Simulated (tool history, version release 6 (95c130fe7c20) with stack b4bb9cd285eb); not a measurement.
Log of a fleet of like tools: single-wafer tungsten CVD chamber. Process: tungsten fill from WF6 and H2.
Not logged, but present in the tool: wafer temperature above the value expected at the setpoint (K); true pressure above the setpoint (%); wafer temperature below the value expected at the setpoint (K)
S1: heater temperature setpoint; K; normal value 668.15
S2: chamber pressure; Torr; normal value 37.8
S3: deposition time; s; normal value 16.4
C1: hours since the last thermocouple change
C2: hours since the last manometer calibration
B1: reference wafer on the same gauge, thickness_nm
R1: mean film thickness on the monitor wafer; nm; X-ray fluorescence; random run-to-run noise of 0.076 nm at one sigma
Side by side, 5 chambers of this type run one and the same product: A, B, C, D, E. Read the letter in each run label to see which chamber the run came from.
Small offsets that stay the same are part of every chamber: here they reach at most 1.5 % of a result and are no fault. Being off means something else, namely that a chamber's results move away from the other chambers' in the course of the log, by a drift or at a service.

Run 1B, hour 11.4: usual settings; C1 1007.2; C2 1201.5; B1 50.91. Result: R1 47.813 nm.
Run 2C, hour 26: usual settings; C1 682.2; C2 354.6; B1 50.939. Result: R1 48.277 nm.
Run 3A, hour 37.2: usual settings; C1 1589.8; C2 360.2; B1 50.913. Result: R1 48.754 nm.
Run 4E, hour 44: usual settings; C1 2021.6; C2 2046; B1 50.925. Result: R1 48.388 nm.
At hour 46: chamber E: capacitance manometer re-zeroed and calibrated.
Run 5D, hour 50.7: usual settings; C1 1083.1; C2 1002; B1 50.944. Result: R1 48.229 nm.
Run 6C, hour 65.4: usual settings; C1 721.6; C2 394; B1 50.913. Result: R1 48.238 nm.
Run 7A, hour 75.4: usual settings but S1 657.15 K, S2 46.8 Torr; C1 1628; C2 398.4; B1 50.939. Result: R1 43.566 nm.
Run 8B, hour 85.3: usual settings but S1 657.15 K, S2 46.8 Torr; C1 1081.1; C2 1275.4; B1 50.955. Result: R1 42.896 nm.
Run 9D, hour 93.5: usual settings but S1 657.15 K, S2 46.8 Torr; C1 1125.9; C2 1044.8; B1 50.968. Result: R1 42.856 nm.
Run 10E, hour 105.7: usual settings but S1 657.15 K, S2 46.8 Torr; C1 2083.3; C2 59.7; B1 50.966. Result: R1 43.085 nm.
Run 11E, hour 119.3: usual settings but S1 657.15 K, S2 46.8 Torr; C1 2096.9; C2 73.3; B1 50.957. Result: R1 43.198 nm.
Run 12B, hour 127.4: usual settings; C1 1123.2; C2 1317.5; B1 50.989. Result: R1 47.973 nm.
Run 13D, hour 138.6: usual settings; C1 1171; C2 1089.9; B1 51.021. Result: R1 48.26 nm.
Run 14A, hour 150.5: usual settings; C1 1703.1; C2 473.5; B1 50.995. Result: R1 48.957 nm.
Run 15C, hour 163.9: usual settings; C1 820.1; C2 492.5; B1 50.992. Result: R1 48.291 nm.
Run 16E, hour 172: usual settings; C1 2149.6; C2 126; B1 51.006. Result: R1 48.563 nm.
Run 17B, hour 179.6: usual settings; C1 1175.4; C2 1369.7; B1 51.023. Result: R1 48.014 nm.
Run 18C, hour 189.6: usual settings; C1 845.8; C2 518.2; B1 51.022. Result: R1 48.389 nm.
Run 19A, hour 200.8: usual settings; C1 1753.4; C2 523.8; B1 51.051. Result: R1 48.961 nm.
Run 20D, hour 211.5: usual settings; C1 1243.9; C2 1162.8; B1 51.028. Result: R1 48.38 nm.
Run 21A, hour 220.3: usual settings; C1 1772.9; C2 543.3; B1 51.054. Result: R1 48.987 nm.
Run 22C, hour 227.6: usual settings; C1 883.8; C2 556.2; B1 51.067. Result: R1 48.315 nm.
Run 23D, hour 236: usual settings; C1 1268.4; C2 1187.3; B1 51.073. Result: R1 48.239 nm.
Run 24B, hour 243.6: usual settings; C1 1239.4; C2 1433.7; B1 51.071. Result: R1 48.156 nm.
At hour 254.5: chamber E: thermocouple changed; heater temperature recalibrated.
Run 25E, hour 258: usual settings; C1 3.5; C2 212; B1 51.049. Result: R1 48.454 nm.
Run 26E, hour 269.2: usual settings; C1 14.7; C2 223.2; B1 51.084. Result: R1 48.541 nm.
Run 27A, hour 276.8: usual settings; C1 1829.4; C2 599.8; B1 51.101. Result: R1 49.038 nm.
Run 28B, hour 287.3: usual settings; C1 1283.1; C2 1477.4; B1 51.1. Result: R1 48.072 nm.
Run 29D, hour 301.7: usual settings; C1 1334.1; C2 1253; B1 51.109. Result: R1 48.26 nm.
Run 30C, hour 314: usual settings; C1 970.2; C2 642.6; B1 51.125. Result: R1 48.418 nm.
Run 31B, hour 328: usual settings; C1 1323.8; C2 1518.1; B1 51.148. Result: R1 48.272 nm.
Run 32E, hour 337.7: usual settings; C1 83.2; C2 291.7; B1 51.144. Result: R1 48.445 nm.
Run 33A, hour 350: usual settings; C1 1902.6; C2 673; B1 51.138. Result: R1 49.037 nm.
Run 34D, hour 361.9: usual settings; C1 1394.3; C2 1313.2; B1 51.145. Result: R1 48.457 nm.
Run 35C, hour 375.9: usual settings; C1 1032.1; C2 704.5; B1 51.165. Result: R1 48.403 nm.
Run 36A, hour 389.2: usual settings; C1 1941.8; C2 712.2; B1 51.163. Result: R1 49.069 nm.
Run 37D, hour 404.5: usual settings but S2 30.4 Torr, S3 14 s; C1 1436.9; C2 1355.8; B1 51.175. Result: R1 37.143 nm.
Run 38E, hour 414.3: usual settings but S2 30.4 Torr, S3 14 s; C1 159.8; C2 368.3; B1 51.188. Result: R1 37.388 nm.
Run 39B, hour 425.4: usual settings but S2 30.4 Torr, S3 14 s; C1 1421.2; C2 1615.5; B1 51.203. Result: R1 37.161 nm.
Run 40C, hour 432.5: usual settings but S2 30.4 Torr, S3 14 s; C1 1088.7; C2 761.1; B1 51.196. Result: R1 37.451 nm.
Run 41E, hour 442.8: usual settings but S2 30.4 Torr, S3 14 s; C1 188.3; C2 396.8; B1 51.199. Result: R1 37.35 nm.
Run 42C, hour 457.4: usual settings but S2 30.7 Torr; C1 1113.6; C2 786; B1 51.238. Result: R1 44.123 nm.

For the next run the whole fleet of 5 chambers uses the same settings. Give each chamber's results:
Run 43A, hour 468.4: usual settings. Result: R1 ?.
Run 43B, hour 468.4: usual settings. Result: R1 ?.
Run 43C, hour 468.4: usual settings. Result: R1 ?.
Run 43D, hour 468.4: usual settings. Result: R1 ?.
Run 43E, hour 468.4: usual settings. Result: R1 ?.

run      R1
43A  49.225
43B  48.229
43C   48.55
43D  48.369
43E  48.532
